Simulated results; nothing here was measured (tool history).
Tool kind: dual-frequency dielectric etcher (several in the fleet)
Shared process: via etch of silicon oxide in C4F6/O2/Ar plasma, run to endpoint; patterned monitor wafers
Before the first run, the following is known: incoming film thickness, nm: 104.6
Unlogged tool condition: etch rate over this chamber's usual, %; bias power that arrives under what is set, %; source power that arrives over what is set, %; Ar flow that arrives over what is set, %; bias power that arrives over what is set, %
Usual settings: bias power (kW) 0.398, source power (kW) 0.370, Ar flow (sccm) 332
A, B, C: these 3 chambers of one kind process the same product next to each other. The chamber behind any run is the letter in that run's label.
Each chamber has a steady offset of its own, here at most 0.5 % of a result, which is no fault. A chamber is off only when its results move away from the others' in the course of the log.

| run | hour | bias power (kW) | source power (kW) | Ar flow (sccm) | hours since the last wet clean | hours since the last bias power generator calibration | hours since the last source power generator calibration | hours since the last Ar flow controller change | endpoint time (s) |
|---|---|---|---|---|---|---|---|---|---|
| 1A | 6.6 | 0.398 | 0.370 | 332 | 144.6 | 1895.0 | 1457.5 | 1555.8 | 26.198 |
| 2B | 11.1 | 0.398 | 0.370 | 332 | 57.2 | 4058.0 | 4474.4 | 2520.8 | 26.096 |
| 3C | 15.7 | 0.398 | 0.370 | 332 | 176.4 | 374.0 | 974.2 | 484.5 | 26.184 |
| 4C | 19.1 | 0.398 | 0.370 | 332 | 179.8 | 377.4 | 977.6 | 487.9 | 26.146 |
| 5B | 22.1 | 0.398 | 0.370 | 332 | 68.2 | 4069.0 | 4485.4 | 2531.8 | 26.205 |
| 6A | 28.1 | 0.398 | 0.370 | 332 | 166.1 | 1916.5 | 1479.0 | 1577.3 | 26.202 |
|  | 31.0 | chamber A: bias power generator calibrated |
| 7C | 31.7 | 0.398 | 0.370 | 332 | 192.4 | 390.0 | 990.2 | 500.5 | 26.103 |
| 8A | 36.9 | 0.398 | 0.370 | 332 | 174.9 | 6.0 | 1487.8 | 1586.1 | 26.170 |
| 9B | 41.0 | 0.398 | 0.370 | 332 | 87.1 | 4087.9 | 4504.3 | 2550.7 | 26.272 |
| 10C | 45.6 | 0.398 | 0.370 | 332 | 206.3 | 403.9 | 1004.1 | 514.4 | 26.087 |
| 11B | 51.5 | 0.398 | 0.370 | 332 | 97.6 | 4098.4 | 4514.8 | 2561.2 | 25.996 |
| 12A | 55.9 | 0.398 | 0.370 | 332 | 193.9 | 25.0 | 1506.8 | 1605.1 | 26.142 |
| 13C | 62.2 | 0.398 | 0.370 | 332 | 222.9 | 420.5 | 1020.7 | 531.0 | 26.065 |
| 14A | 67.4 | 0.398 | 0.370 | 332 | 205.4 | 36.5 | 1518.3 | 1616.6 | 26.139 |
| 15B | 73.3 | 0.398 | 0.370 | 332 | 119.4 | 4120.2 | 4536.6 | 2583.0 | 26.317 |
| 16B | 78.2 | 0.398 | 0.370 | 332 | 124.3 | 4125.1 | 4541.5 | 2587.9 | 26.111 |
| 17C | 81.2 | 0.398 | 0.370 | 332 | 241.9 | 439.5 | 1039.7 | 550.0 | 26.175 |
| 18A | 86.8 | 0.398 | 0.370 | 332 | 224.8 | 55.9 | 1537.7 | 1636.0 | 26.143 |
| 19A | 91.7 | 0.398 | 0.370 | 332 | 229.7 | 60.8 | 1542.6 | 1640.9 | 26.144 |
| 20B | 97.0 | 0.398 | 0.290 | 373 | 143.1 | 4143.9 | 4560.3 | 2606.7 | 29.106 |

Read the log: is a single chamber off, either drifting away or since a service, is the gauge that measures every chamber drifting, or is nothing wrong beyond small per-chamber offsets? Name any odd chamber and what most likely caused it.

The fleet is healthy, with each chamber sitting at its usual small offset and no drift in the gauge.
